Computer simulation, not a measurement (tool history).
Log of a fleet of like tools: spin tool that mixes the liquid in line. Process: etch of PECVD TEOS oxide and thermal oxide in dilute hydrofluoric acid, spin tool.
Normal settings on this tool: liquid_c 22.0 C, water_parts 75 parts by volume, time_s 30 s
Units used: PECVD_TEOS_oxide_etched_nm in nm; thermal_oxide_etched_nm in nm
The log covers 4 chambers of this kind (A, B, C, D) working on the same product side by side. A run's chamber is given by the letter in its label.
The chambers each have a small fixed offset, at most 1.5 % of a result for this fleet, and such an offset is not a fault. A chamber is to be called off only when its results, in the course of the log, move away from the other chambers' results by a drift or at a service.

run   hour  liquid_c  water_parts  time_s  read-back film thickness of the PECVD TEOS oxide reference wafer, read on the same gauge (nm)  read-back film thickness of the thermal oxide reference wafer, read on the same gauge (nm)  PECVD_TEOS_oxide_etched_nm  thermal_oxide_etched_nm
 1A    2.7      22.0           75      30                                                                                         90.006                                                                                      69.953                     10.1240                  1.76980
 2B    5.4      22.0           75      30                                                                                         90.019                                                                                      70.027                     10.0470                  1.79890
 3D    9.7      22.0           75      30                                                                                         89.984                                                                                      70.015                     10.2050                  1.82960
       9.9  -- chamber B: hydrofluoric acid flow meter replaced
 4C   13.8      22.0           75      30                                                                                         90.014                                                                                      69.977                     10.1310                  1.81080
 5C   17.7      22.0           75      30                                                                                         89.993                                                                                      69.989                     10.1610                  1.81370
 6A   21.8      22.0           75      30                                                                                         90.007                                                                                      70.035                     10.0740                  1.78020
 7D   25.7      22.0           75      30                                                                                         90.016                                                                                      69.948                     10.2110                  1.79130
 8B   29.3      22.0           75      30                                                                                         89.997                                                                                      69.958                     10.0590                  1.77010
 9C   32.1      22.0           75      30                                                                                         90.002                                                                                      70.013                     10.2450                  1.76680
10A   34.3      22.0           75      30                                                                                         90.010                                                                                      69.998                     10.0960                  1.80030
11B   37.9      22.0           75      30                                                                                         90.005                                                                                      69.975                      9.9313                  1.78140
12D   40.5      22.0           40      30                                                                                         89.992                                                                                      69.999                     20.0120                  3.53400
13B   44.4      22.0           40      30                                                                                         89.998                                                                                      69.977                     19.3910                  3.36940
14C   48.0      22.0           40      30                                                                                         90.006                                                                                      70.050                     19.6020                  3.52450
15A   51.2      22.0           40      30                                                                                         89.998                                                                                      69.957                     19.7490                  3.48810
16D   54.7      22.0           75      30                                                                                         90.011                                                                                      70.027                     10.1270                  1.83480
17B   57.0      22.0           75      30                                                                                         89.990                                                                                      69.940                     10.0090                  1.80190
18C   60.9      22.0           75      30                                                                                         90.008                                                                                      69.968                     10.1890                  1.79270
19D   63.0      22.0           75      30                                                                                         90.011                                                                                      69.973                     10.0790                  1.83560
20A   66.1      22.0           75      30                                                                                         90.005                                                                                      70.007                     10.1630                  1.81100
21D   68.8      22.0           75      30                                                                                         90.007                                                                                      69.948                     10.1640                  1.77220
22A   72.1      22.0           75      15                                                                                         89.993                                                                                      70.003                      5.0269                  0.89520
23C   75.3      22.0           75      15                                                                                         89.990                                                                                      70.085                      5.1234                  0.89157
      77.9  -- chamber B: thermometer replaced
24B   78.2      22.0           75      15                                                                                         90.010                                                                                      70.018                      5.0542                  0.89352
25C   81.2      22.0           75      15                                                                                         89.993                                                                                      70.009                      5.0751                  0.90608
26B   85.5      20.0           75      30                                                                                         90.002                                                                                      70.024                      9.2051                  1.63410
27D   89.0      20.0           75      30                                                                                         89.993                                                                                      70.005                      9.2889                  1.68120
28A   92.9      20.0           75      30                                                                                         89.977                                                                                      69.994                      9.2240                  1.71500
29B   95.2      20.0           75      30                                                                                         90.004                                                                                      70.010                      9.2106                  1.63490
30A   98.1      22.0           75      30                                                                                         90.002                                                                                      69.993                     10.0550                  1.77340
31C  100.1      22.0           75      30                                                                                         89.987                                                                                      69.996                     10.0960                  1.86050
32D  103.6      22.0           75      30                                                                                         90.003                                                                                      70.037                     10.0360                  1.80000
     103.7  -- chamber C: thermometer replaced
33A  106.9      22.0           40      15                                                                                         90.014                                                                                      69.946                      9.8489                  1.69210
34B  110.3      22.0           40      15                                                                                         90.017                                                                                      69.968                      9.7597                  1.71530
35C  113.6      22.0           40      15                                                                                         90.026                                                                                      70.010                      9.8859                  1.76330
36D  116.5      22.0           40      15                                                                                         89.993                                                                                      70.025                     10.0640                  1.81240

Has any chamber moved away from the others, gradually or after a service, or does the common gauge drift, or do the chambers differ only by their own small steady offsets? State the chamber and the most likely cause if one applies.

No chamber is off and the gauge is stable; the differences are just each chamber's small, constant offset.

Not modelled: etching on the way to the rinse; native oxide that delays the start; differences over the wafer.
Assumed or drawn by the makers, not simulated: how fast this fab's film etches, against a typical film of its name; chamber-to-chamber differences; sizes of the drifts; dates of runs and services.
